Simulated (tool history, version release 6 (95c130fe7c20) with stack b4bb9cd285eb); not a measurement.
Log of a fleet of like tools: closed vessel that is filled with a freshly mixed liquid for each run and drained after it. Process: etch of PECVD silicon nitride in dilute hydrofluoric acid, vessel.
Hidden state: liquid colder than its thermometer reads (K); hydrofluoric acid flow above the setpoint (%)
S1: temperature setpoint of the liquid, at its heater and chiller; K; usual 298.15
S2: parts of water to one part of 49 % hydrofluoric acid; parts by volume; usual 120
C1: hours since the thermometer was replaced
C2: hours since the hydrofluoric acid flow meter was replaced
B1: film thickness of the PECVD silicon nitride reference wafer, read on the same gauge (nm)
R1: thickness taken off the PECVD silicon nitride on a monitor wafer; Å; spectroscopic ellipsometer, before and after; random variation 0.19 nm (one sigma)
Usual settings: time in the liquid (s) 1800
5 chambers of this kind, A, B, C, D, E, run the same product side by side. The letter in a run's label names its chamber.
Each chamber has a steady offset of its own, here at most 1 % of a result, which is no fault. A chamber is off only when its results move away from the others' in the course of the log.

Run 1B, hour 8.5: usual settings; C1 691.7; C2 34.5; B1 50.02. Result: R1 339.63 Å.
Run 2E, hour 17.1: usual settings; C1 22.1; C2 310.7; B1 49.983. Result: R1 342.35 Å.
Run 3D, hour 27.9: usual settings; C1 1675.7; C2 675.8; B1 50.014. Result: R1 336.8 Å.
Run 4A, hour 40.9: usual settings; C1 750.8; C2 419.1; B1 50.009. Result: R1 336.51 Å.
Run 5C, hour 53.8: usual settings; C1 782.8; C2 1364.5; B1 49.996. Result: R1 339.63 Å.
Run 6B, hour 60.8: usual settings; C1 744; C2 86.8; B1 50.017. Result: R1 339.37 Å.
Run 7E, hour 69.1: usual settings; C1 74.1; C2 362.7; B1 49.989. Result: R1 344.13 Å.
Run 8A, hour 83.9: usual settings; C1 793.8; C2 462.1; B1 50.021. Result: R1 336.92 Å.
Run 9D, hour 95.3: usual settings; C1 1743.1; C2 743.2; B1 50.016. Result: R1 337.24 Å.
Run 10C, hour 102.6: usual settings; C1 831.6; C2 1413.3; B1 50.031. Result: R1 342.46 Å.
Run 11E, hour 110.7: usual settings; C1 115.7; C2 404.3; B1 50.002. Result: R1 343.16 Å.
Run 12D, hour 122.1: usual settings but S1 301.15 K, S2 85 parts by volume; C1 1769.9; C2 770; B1 50.031. Result: R1 574.45 Å.
Run 13C, hour 130.5: usual settings but S1 301.15 K, S2 85 parts by volume; C1 859.5; C2 1441.2; B1 49.977. Result: R1 579.03 Å.
Run 14A, hour 142.9: usual settings but S1 301.15 K, S2 85 parts by volume; C1 852.8; C2 521.1; B1 50.007. Result: R1 583.18 Å.
Run 15B, hour 150.7: usual settings but S1 301.15 K, S2 85 parts by volume; C1 833.9; C2 176.7; B1 50.027. Result: R1 585.11 Å.
Run 16B, hour 160.3: usual settings but S1 301.15 K, S2 85 parts by volume; C1 843.5; C2 186.3; B1 49.995. Result: R1 585.54 Å.
Run 17C, hour 169.7: usual settings; C1 898.7; C2 1480.4; B1 50.006. Result: R1 339.94 Å.
Run 18A, hour 181.2: usual settings; C1 891.1; C2 559.4; B1 49.992. Result: R1 337.11 Å.
Run 19D, hour 188.4: usual settings but S2 60 parts by volume, time in the liquid (s) 815; C1 1836.2; C2 836.3; B1 50.036. Result: R1 307.7 Å.
Run 20E, hour 203.2: usual settings but S2 60 parts by volume, time in the liquid (s) 815; C1 208.2; C2 496.8; B1 49.984. Result: R1 310.85 Å.
Run 21D, hour 214.5: usual settings but S2 60 parts by volume, time in the liquid (s) 815; C1 1862.3; C2 862.4; B1 49.972. Result: R1 308.51 Å.
Run 22C, hour 225.7: usual settings but S2 60 parts by volume, time in the liquid (s) 815; C1 954.7; C2 1536.4; B1 49.991. Result: R1 304.68 Å.
Run 23E, hour 236.5: usual settings but S2 60 parts by volume, time in the liquid (s) 815; C1 241.5; C2 530.1; B1 49.984. Result: R1 311.77 Å.
Run 24B, hour 245.6: usual settings; C1 928.8; C2 271.6; B1 50.003. Result: R1 340.88 Å.
Run 25A, hour 253.5: usual settings; C1 963.4; C2 631.7; B1 49.998. Result: R1 337.97 Å.
At hour 253.7: chamber A: thermometer replaced.
Run 26D, hour 269.2: usual settings but S1 294.65 K; C1 1917; C2 917.1; B1 50.026. Result: R1 281.82 Å.
Run 27E, hour 280.9: usual settings but S1 294.65 K; C1 285.9; C2 574.5; B1 50.028. Result: R1 271.92 Å.
Run 28B, hour 293.6: usual settings but S1 294.65 K; C1 976.8; C2 319.6; B1 49.989. Result: R1 273.39 Å.
Run 29A, hour 303.4: usual settings but S1 294.65 K; C1 49.8; C2 681.6; B1 50.004. Result: R1 273.19 Å.
Run 30C, hour 314.7: usual settings but S1 294.65 K; C1 1043.7; C2 1625.4; B1 49.99. Result: R1 271.1 Å.
Run 31B, hour 325.9: usual settings; C1 1009.1; C2 351.9; B1 49.974. Result: R1 343.11 Å.
Run 32A, hour 337.6: usual settings; C1 84; C2 715.8; B1 49.978. Result: R1 338.54 Å.
Run 33C, hour 351.8: usual settings; C1 1080.8; C2 1662.5; B1 49.961. Result: R1 341.58 Å.
Run 34E, hour 365.3: usual settings; C1 370.3; C2 658.9; B1 50.003. Result: R1 342.99 Å.

All 5 chambers run these settings next. Forecast each chamber's results:
Run 35A, hour 376.8: usual settings. Result: R1 ?.
Run 35B, hour 376.8: usual settings. Result: R1 ?.
Run 35C, hour 376.8: usual settings. Result: R1 ?.
Run 35D, hour 376.8: usual settings. Result: R1 ?.
Run 35E, hour 376.8: usual settings. Result: R1 ?.

run      R1
35A  337.07
35B  340.49
35C  340.69
35D  367.94
35E  348.05
